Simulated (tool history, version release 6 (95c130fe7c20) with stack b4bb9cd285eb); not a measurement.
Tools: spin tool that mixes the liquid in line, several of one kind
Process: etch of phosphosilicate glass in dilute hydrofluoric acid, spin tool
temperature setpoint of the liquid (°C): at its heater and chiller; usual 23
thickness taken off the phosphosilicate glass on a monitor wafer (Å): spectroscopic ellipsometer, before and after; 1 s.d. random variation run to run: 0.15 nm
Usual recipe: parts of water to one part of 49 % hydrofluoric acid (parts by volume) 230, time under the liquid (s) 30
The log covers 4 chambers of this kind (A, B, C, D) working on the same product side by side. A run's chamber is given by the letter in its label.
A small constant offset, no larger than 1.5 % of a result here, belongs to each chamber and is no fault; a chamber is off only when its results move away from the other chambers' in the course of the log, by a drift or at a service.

| run | hour | temperature setpoint of the liquid (°C) | parts of water to one part of 49 % hydrofluoric acid (parts by volume) | time under the liquid (s) | read-back film thickness of the phosphosilicate glass reference wafer, read on the same gauge (nm) | thickness taken off the phosphosilicate glass on a monitor wafer (Å) |
|---|---|---|---|---|---|---|
| 1D | 4.6 | 23 | 230 | 30 | 70.010 | 213.15 |
| 2A | 12.3 | 23 | 230 | 30 | 70.007 | 215.03 |
| 3C | 16.9 | 23 | 230 | 30 | 70.014 | 214.47 |
| 4B | 22.1 | 23 | 230 | 30 | 69.992 | 218.49 |
| 5D | 26.8 | 23 | 230 | 30 | 69.991 | 213.64 |
| 6C | 31.5 | 23 | 230 | 30 | 69.990 | 216.60 |
| 7B | 38.1 | 23 | 230 | 30 | 70.016 | 219.73 |
| 8A | 43.1 | 23 | 230 | 30 | 70.012 | 218.93 |
| 9C | 47.6 | 23 | 230 | 30 | 70.019 | 215.67 |
| 10B | 53.1 | 23 | 230 | 30 | 69.992 | 217.45 |
| 11D | 60.6 | 23 | 230 | 30 | 69.979 | 218.24 |
| 12A | 65.3 | 23 | 230 | 30 | 70.012 | 219.67 |
| 13B | 70.9 | 23 | 230 | 30 | 69.986 | 218.76 |
| 14C | 78.8 | 23 | 230 | 30 | 70.020 | 215.75 |
| 15D | 86.1 | 23 | 230 | 30 | 69.972 | 215.13 |
| 16A | 89.6 | 23 | 230 | 30 | 69.993 | 215.96 |
| 17B | 93.7 | 23 | 230 | 30 | 69.951 | 216.35 |
| 18D | 99.1 | 23 | 230 | 30 | 69.985 | 217.68 |
| 19C | 106.2 | 23 | 230 | 30 | 70.012 | 212.23 |
| 20A | 112.6 | 23 | 230 | 30 | 70.024 | 216.85 |
| 21A | 116.3 | 23 | 230 | 45 | 69.993 | 328.91 |
| 22B | 123.1 | 23 | 230 | 45 | 69.980 | 329.78 |
| 23D | 128.4 | 23 | 230 | 45 | 70.007 | 324.91 |
| 24C | 134.6 | 23 | 230 | 45 | 69.969 | 323.48 |
| 25C | 142.5 | 23 | 230 | 30 | 69.984 | 216.08 |

Each of the 4 chambers runs these same settings next. Fill in every chamber's results:
| 26A | 148.2 | 23 | 330 | 30 |  | ? |
| 26B | 148.2 | 23 | 330 | 30 |  | ? |
| 26C | 148.2 | 23 | 330 | 30 |  | ? |
| 26D | 148.2 | 23 | 330 | 30 |  | ? |

| run | thickness taken off the phosphosilicate glass on a monitor wafer (Å) |
|---|---|
| 26A | 137.63 |
| 26B | 138.29 |
| 26C | 135.55 |
| 26D | 137.36 |

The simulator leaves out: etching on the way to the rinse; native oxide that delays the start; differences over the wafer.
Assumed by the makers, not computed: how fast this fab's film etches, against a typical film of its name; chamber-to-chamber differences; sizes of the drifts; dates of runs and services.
